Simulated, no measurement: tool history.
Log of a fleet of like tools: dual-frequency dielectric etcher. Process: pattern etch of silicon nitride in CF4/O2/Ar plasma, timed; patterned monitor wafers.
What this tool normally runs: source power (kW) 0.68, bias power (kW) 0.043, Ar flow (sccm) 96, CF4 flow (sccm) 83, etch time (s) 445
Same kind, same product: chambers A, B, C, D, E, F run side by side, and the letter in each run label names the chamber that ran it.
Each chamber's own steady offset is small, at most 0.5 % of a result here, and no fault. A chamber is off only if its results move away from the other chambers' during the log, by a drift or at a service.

run	hour	source power (kW)	bias power (kW)	Ar flow (sccm)	CF4 flow (sccm)	etch time (s)	hours since the last wet clean	hours since the last source power generator calibration	hours since the last bias power generator calibration	hours since the last Ar flow controller change	hours since the last CF4 flow controller change	read-back reference wafer on the same gauge, depth_nm	mean etch depth across the wafer (angstrom)
1C	4.7	0.68	0.043	96	83	445	172.5	1601.5	657.7	2438.6	3799.2	929.71	10300
2E	8.9	0.68	0.043	96	83	445	105.4	1602.5	3059.1	1461.8	650.7	929.84	10201
3B	14	0.68	0.043	96	83	445	485	1655.4	128.6	2856.3	376.9	929.84	10189
4F	19	0.68	0.043	96	83	445	147.7	47.5	2684.6	265.3	2684	929.43	10241
5A	22.8	0.68	0.043	96	83	445	369.4	2463.3	1486	755	745.5	929.44	10244
6D	25.8	0.68	0.043	96	83	445	334.5	1412.3	693.5	985.3	3497.1	929.32	10300
7F	28.5	0.81	0.043	96	83	445	157.2	57	2694.1	274.8	2693.5	928.81	11972
8A	32.9	0.81	0.043	96	83	445	379.5	2473.4	1496.1	765.1	755.6	929.06	11915
9E	35.5	0.81	0.043	96	83	445	132	1629.1	3085.7	1488.4	677.3	928.68	11947
10C	40.7	0.81	0.043	96	83	445	208.5	1637.5	693.7	2474.6	3835.2	928.94	11999
11D	44.7	0.81	0.043	96	83	445	353.4	1431.2	712.4	1004.2	3516	928.54	11949
12B	48.7	0.81	0.043	96	83	445	519.7	1690.1	163.3	2891	411.6	928.68	11909
13C	53.4	0.68	0.043	96	83	445	221.2	1650.2	706.4	2487.3	3847.9	928.22	10280
# hour 57.6: chamber A: wet clean of the chamber
14D	58.9	0.68	0.043	96	83	445	367.6	1445.4	726.6	1018.4	3530.2	928.3	10261
15A	61.7	0.68	0.043	96	83	445	4.1	2502.2	1524.9	793.9	784.4	928.24	10210
16B	65.9	0.68	0.043	96	83	445	536.9	1707.3	180.5	2908.2	428.8	928.14	10209
17F	69.1	0.68	0.043	96	83	445	197.8	97.6	2734.7	315.4	2734.1	928.19	10271
18E	71.8	0.82	0.043	96	83	550	168.3	1665.4	3122	1524.7	713.6	927.97	14890
19A	76.4	0.82	0.043	96	83	550	18.8	2516.9	1539.6	808.6	799.1	927.74	14851
20E	79.4	0.82	0.043	96	83	550	175.9	1673	3129.6	1532.3	721.2	927.51	14829
21F	82.4	0.82	0.043	96	83	550	211.1	110.9	2748	328.7	2747.4	927.56	14925
22B	85.7	0.82	0.043	96	83	550	556.7	1727.1	200.3	2928	448.6	927.57	14928
23C	88.8	0.82	0.043	96	83	550	256.6	1685.6	741.8	2522.7	3883.3	927.47	14907
24D	92.9	0.68	0.036	96	64	445	401.6	1479.4	760.6	1052.4	3564.2	927.21	9235.2
25D	97.6	0.68	0.036	96	64	445	406.3	1484.1	765.3	1057.1	3568.9	927.34	9256.6
26F	101.3	0.68	0.036	96	64	445	230	129.8	2766.9	347.6	2766.3	926.85	9245
27C	104.9	0.68	0.036	96	64	445	272.7	1701.7	757.9	2538.8	3899.4	926.94	9263.7
28B	110	0.68	0.036	96	64	445	581	1751.4	224.6	2952.3	472.9	926.7	9182.2
29A	115.4	0.68	0.036	96	64	445	57.8	2555.9	1578.6	847.6	838.1	926.31	9202.9
30E	120.3	0.68	0.037	96	83	445	216.8	1713.9	3170.5	1573.2	762.1	926.18	9652.2
31C	122.9	0.68	0.037	96	83	445	290.7	1719.7	775.9	2556.8	3917.4	926.17	9736.2
32D	127	0.68	0.037	96	83	445	435.7	1513.5	794.7	1086.5	3598.3	925.99	9731.4
33A	132.4	0.68	0.037	96	83	445	74.8	2572.9	1595.6	864.6	855.1	926.06	9680.3
34F	137.1	0.68	0.037	96	83	445	265.8	165.6	2802.7	383.4	2802.1	925.89	9686.1
35E	142.1	0.68	0.037	96	83	445	238.6	1735.7	3192.3	1595	783.9	925.81	9638.5
36B	144.8	0.68	0.043	96	83	445	615.8	1786.2	259.4	2987.1	507.7	925.63	10168
37B	149.5	0.68	0.043	96	83	445	620.5	1790.9	264.1	2991.8	512.4	925.32	10171
38D	154.8	0.68	0.043	96	83	445	463.5	1541.3	822.5	1114.3	3626.1	925.25	10229
39C	157.8	0.68	0.043	96	83	445	325.6	1754.6	810.8	2591.7	3952.3	925.07	10223
40F	162.3	0.68	0.043	96	83	445	291	190.8	2827.9	408.6	2827.3	925.02	10224
41A	165.5	0.68	0.043	96	83	445	107.9	2606	1628.7	897.7	888.2	925.29	10194
42E	168.4	0.68	0.043	96	83	445	264.9	1762	3218.6	1621.3	810.2	924.78	10168
43E	173.2	0.68	0.043	96	83	445	269.7	1766.8	3223.4	1626.1	815	924.58	10165
44D	175.7	0.68	0.043	96	83	445	484.4	1562.2	843.4	1135.2	3647	924.62	10233

Has any chamber moved away from the others, gradually or after a service, or does the common gauge drift, or do the chambers differ only by their own small steady offsets? State the chamber and the most likely cause if one applies.

Gauge drift. The chambers move together only on paper, and none stands off.
Likeliest cause: gauge reads low (%) = 0.571.
